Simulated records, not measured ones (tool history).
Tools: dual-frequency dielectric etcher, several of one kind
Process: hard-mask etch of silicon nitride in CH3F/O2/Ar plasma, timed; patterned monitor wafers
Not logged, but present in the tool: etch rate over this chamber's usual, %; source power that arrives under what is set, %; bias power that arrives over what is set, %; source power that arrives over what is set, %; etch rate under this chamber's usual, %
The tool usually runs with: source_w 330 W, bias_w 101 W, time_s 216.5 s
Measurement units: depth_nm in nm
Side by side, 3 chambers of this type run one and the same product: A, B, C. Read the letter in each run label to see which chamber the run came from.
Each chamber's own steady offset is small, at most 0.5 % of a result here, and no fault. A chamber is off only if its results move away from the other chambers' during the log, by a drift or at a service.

run   hour  source_w  bias_w  time_s  hours since the last wet clean  hours since the last source power generator calibration  hours since the last bias power generator calibration  read-back reference wafer on the same gauge, depth_nm  depth_nm
 1A    5.6       330     101   216.5                           381.6                                                   3215.1                                                  313.7                                                 157.95    158.81
 2C   11.8       330     101   216.5                           143.9                                                    753.5                                                 1134.0                                                 157.94    158.71
 3B   15.7       330     101   216.5                           468.1                                                    633.1                                                 1416.9                                                 157.87    159.76
 4C   23.5       330     101   216.5                           155.6                                                    765.2                                                 1145.7                                                 157.85    158.31
 5A   30.7       330     101   216.5                           406.7                                                   3240.2                                                  338.8                                                 157.82    158.31
 6B   34.6       330     101   216.5                           487.0                                                    652.0                                                 1435.8                                                 157.82    159.79
 7A   39.3       330     101   216.5                           415.3                                                   3248.8                                                  347.4                                                 157.73    158.57
 8B   43.9       330     101   216.5                           496.3                                                    661.3                                                 1445.1                                                 157.68    159.60
 9C   48.4       330     101   216.5                           180.5                                                    790.1                                                 1170.6                                                 157.69    158.05
10B   54.1       330     101   216.5                           506.5                                                    671.5                                                 1455.3                                                 157.69    159.58
11C   57.9       330     101   216.5                           190.0                                                    799.6                                                 1180.1                                                 157.66    158.22
12A   63.4       330     121   247.0                           439.4                                                   3272.9                                                  371.5                                                 157.60    193.08
13A   71.0       330     121   247.0                           447.0                                                   3280.5                                                  379.1                                                 157.57    192.82
      76.2  -- chamber B: wet clean of the chamber
14C   77.8       330     121   247.0                           209.9                                                    819.5                                                 1200.0                                                 157.47    193.24
15B   83.3       330     101   216.5                             7.1                                                    700.7                                                 1484.5                                                 157.45    159.49
16C   90.4       330     101   216.5                           222.5                                                    832.1                                                 1212.6                                                 157.42    157.90
17B   96.9       330     101   252.0                            20.7                                                    714.3                                                 1498.1                                                 157.37    185.60
18A  104.6       330     101   252.0                           480.6                                                   3314.1                                                  412.7                                                 157.31    183.60
19B  108.9       330     101   252.0                            32.7                                                    726.3                                                 1510.1                                                 157.25    185.53
     110.8  -- chamber A: wet clean of the chamber
20A  116.5       330     101   216.5                             5.8                                                   3326.0                                                  424.6                                                 157.25    157.70
21C  123.0       330     101   216.5                           255.1                                                    864.7                                                 1245.2                                                 157.25    157.91
22B  128.8       330     101   216.5                            52.6                                                    746.2                                                 1530.0                                                 157.17    159.31
23C  135.9       330     101   216.5                           268.0                                                    877.6                                                 1258.1                                                 157.19    158.04
24A  139.4       330     101   216.5                            28.7                                                   3348.9                                                  447.5                                                 157.05    157.40

Next, every chamber runs the same settings. What will each give?
25A  145.2       330     101   216.5                                                                                                                                                                                                                ?
25B  145.2       330     101   216.5                                                                                                                                                                                                                ?
25C  145.2       330     101   216.5                                                                                                                                                                                                                ?

run  depth_nm
25A    157.68
25B    159.54
25C    157.50
